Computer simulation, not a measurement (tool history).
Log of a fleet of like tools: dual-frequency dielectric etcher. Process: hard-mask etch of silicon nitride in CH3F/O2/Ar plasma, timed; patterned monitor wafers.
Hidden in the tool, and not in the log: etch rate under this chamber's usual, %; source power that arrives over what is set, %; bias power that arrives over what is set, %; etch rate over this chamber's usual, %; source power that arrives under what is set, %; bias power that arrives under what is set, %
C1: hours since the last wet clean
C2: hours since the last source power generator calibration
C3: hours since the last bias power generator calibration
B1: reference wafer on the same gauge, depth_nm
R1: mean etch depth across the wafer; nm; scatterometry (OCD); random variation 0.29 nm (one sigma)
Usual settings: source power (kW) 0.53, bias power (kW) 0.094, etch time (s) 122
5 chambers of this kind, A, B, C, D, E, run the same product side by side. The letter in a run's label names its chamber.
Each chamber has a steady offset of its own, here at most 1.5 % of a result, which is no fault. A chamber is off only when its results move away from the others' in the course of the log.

Run 1A, hour 8.8: usual settings; C1 194.5; C2 508.9; C3 1318.7; B1 106.97. Result: R1 104.37 nm.
Run 2E, hour 18.6: usual settings; C1 175.4; C2 875.1; C3 3769.6; B1 107.03. Result: R1 103.79 nm.
Run 3C, hour 27.3: usual settings; C1 336.3; C2 1031.1; C3 4003.3; B1 107.02. Result: R1 104.63 nm.
Run 4B, hour 33.3: usual settings; C1 38.4; C2 563.8; C3 1503.7; B1 107.01. Result: R1 102.85 nm.
Run 5D, hour 40.9: usual settings but source power (kW) 0.64; C1 141.4; C2 663.6; C3 393.2; B1 107.02. Result: R1 111.55 nm.
Run 6D, hour 48.1: usual settings but source power (kW) 0.64; C1 148.6; C2 670.8; C3 400.4; B1 107.02. Result: R1 111.75 nm.
Run 7E, hour 58.6: usual settings but source power (kW) 0.64; C1 215.4; C2 915.1; C3 3809.6; B1 106.95. Result: R1 111.52 nm.
Run 8B, hour 71.1: usual settings but source power (kW) 0.64; C1 76.2; C2 601.6; C3 1541.5; B1 107.07. Result: R1 110.4 nm.
Run 9C, hour 79.9: usual settings but source power (kW) 0.64; C1 388.9; C2 1083.7; C3 4055.9; B1 106.99. Result: R1 112.31 nm.
Run 10A, hour 92.7: usual settings; C1 278.4; C2 592.8; C3 1402.6; B1 106.89. Result: R1 104.18 nm.
At hour 97.9: chamber C: bias power generator calibrated.
Run 11A, hour 102.9: usual settings; C1 288.6; C2 603; C3 1412.8; B1 107.03. Result: R1 104.8 nm.
Run 12E, hour 111: usual settings; C1 267.8; C2 967.5; C3 3862; B1 107.05. Result: R1 104.18 nm.
Run 13C, hour 120.7: usual settings; C1 429.7; C2 1124.5; C3 22.8; B1 106.99. Result: R1 104.76 nm.
Run 14D, hour 127.8: usual settings; C1 228.3; C2 750.5; C3 480.1; B1 106.96. Result: R1 103.88 nm.
Run 15B, hour 134.8: usual settings but source power (kW) 0.58; C1 139.9; C2 665.3; C3 1605.2; B1 107.01. Result: R1 105.76 nm.
Run 16B, hour 146.1: usual settings but source power (kW) 0.58; C1 151.2; C2 676.6; C3 1616.5; B1 107.08. Result: R1 106.71 nm.
Run 17A, hour 154.2: usual settings but source power (kW) 0.58; C1 339.9; C2 654.3; C3 1464.1; B1 107. Result: R1 108.67 nm.
Run 18C, hour 165.9: usual settings but source power (kW) 0.58; C1 474.9; C2 1169.7; C3 68; B1 107.02. Result: R1 108.02 nm.
Run 19D, hour 178.4: usual settings but source power (kW) 0.58; C1 278.9; C2 801.1; C3 530.7; B1 107.01. Result: R1 106.87 nm.
Run 20E, hour 188.4: usual settings; C1 345.2; C2 1044.9; C3 3939.4; B1 106.99. Result: R1 103.79 nm.
Run 21E, hour 197.5: usual settings; C1 354.3; C2 1054; C3 3948.5; B1 107.04. Result: R1 103.51 nm.
Run 22C, hour 207.9: usual settings; C1 516.9; C2 1211.7; C3 110; B1 107.01. Result: R1 104.29 nm.
Run 23B, hour 219: usual settings; C1 224.1; C2 749.5; C3 1689.4; B1 107.02. Result: R1 102.98 nm.
Run 24A, hour 227.1: usual settings; C1 412.8; C2 727.2; C3 1537; B1 106.97. Result: R1 104.29 nm.
At hour 233.3: chamber C: wet clean of the chamber.
Run 25D, hour 235.8: usual settings but bias power (kW) 0.11; C1 336.3; C2 858.5; C3 588.1; B1 107.07. Result: R1 108.47 nm.
Run 26C, hour 243.5: usual settings but bias power (kW) 0.11; C1 10.2; C2 1247.3; C3 145.6; B1 107.06. Result: R1 110.91 nm.
Run 27B, hour 255.9: usual settings but bias power (kW) 0.11; C1 261; C2 786.4; C3 1726.3; B1 107.02. Result: R1 108.61 nm.
Run 28E, hour 263.8: usual settings but bias power (kW) 0.11; C1 420.6; C2 1120.3; C3 4014.8; B1 106.98. Result: R1 110.14 nm.
Run 29D, hour 275.3: usual settings but bias power (kW) 0.11; C1 375.8; C2 898; C3 627.6; B1 107.13. Result: R1 108.7 nm.
Run 30A, hour 283.9: usual settings; C1 469.6; C2 784; C3 1593.8; B1 107. Result: R1 104.44 nm.
Run 31A, hour 297.1: usual settings; C1 482.8; C2 797.2; C3 1607; B1 106.98. Result: R1 104.36 nm.
Run 32B, hour 304.6: usual settings; C1 309.7; C2 835.1; C3 1775; B1 107. Result: R1 102.77 nm.
Run 33D, hour 315.9: usual settings; C1 416.4; C2 938.6; C3 668.2; B1 107.02. Result: R1 102.12 nm.
Run 34C, hour 325: usual settings but bias power (kW) 0.072, etch time (s) 92; C1 91.7; C2 1328.8; C3 227.1; B1 106.95. Result: R1 71.923 nm.
Run 35E, hour 336.5: usual settings but bias power (kW) 0.072, etch time (s) 92; C1 493.3; C2 1193; C3 4087.5; B1 106.96. Result: R1 71.747 nm.

What goes on in this fleet: one chamber off, a drifting gauge, or nothing beyond the chambers' own small offsets? Name the chamber and the cause, if any.

Chamber D drifts away from the others.
Cause: etch rate under this chamber's usual, % = 2.08.
The log may not tell that from: source power that arrives under what is set, %; bias power that arrives under what is set, %.

Here are 4 candidates for chamber D's next run, each the usual settings with a change, their results left as question marks. Which one brings its results back in line with what the others give on the usual settings?
In line means no further than this from the other chambers' mean on the usual settings: R1 1 nm
Run 36D-1, hour 346: usual settings but source power (kW) 0.5, bias power (kW) 0.088. Result: R1 ?.
Run 36D-2, hour 346: usual settings but bias power (kW) 0.093, etch time (s) 119.5. Result: R1 ?.
Run 36D-3, hour 346: usual settings but etch time (s) 127.5. Result: R1 ?.
Run 36D-4, hour 346: usual settings but bias power (kW) 0.095, etch time (s) 124.5. Result: R1 ?.

The other chambers' mean on the usual settings: R1 103.84 nm
  run      R1
36D-1  97.182
36D-2  99.234
36D-3  106.29
36D-4  104.18
36D-4 brings the chamber back in line.
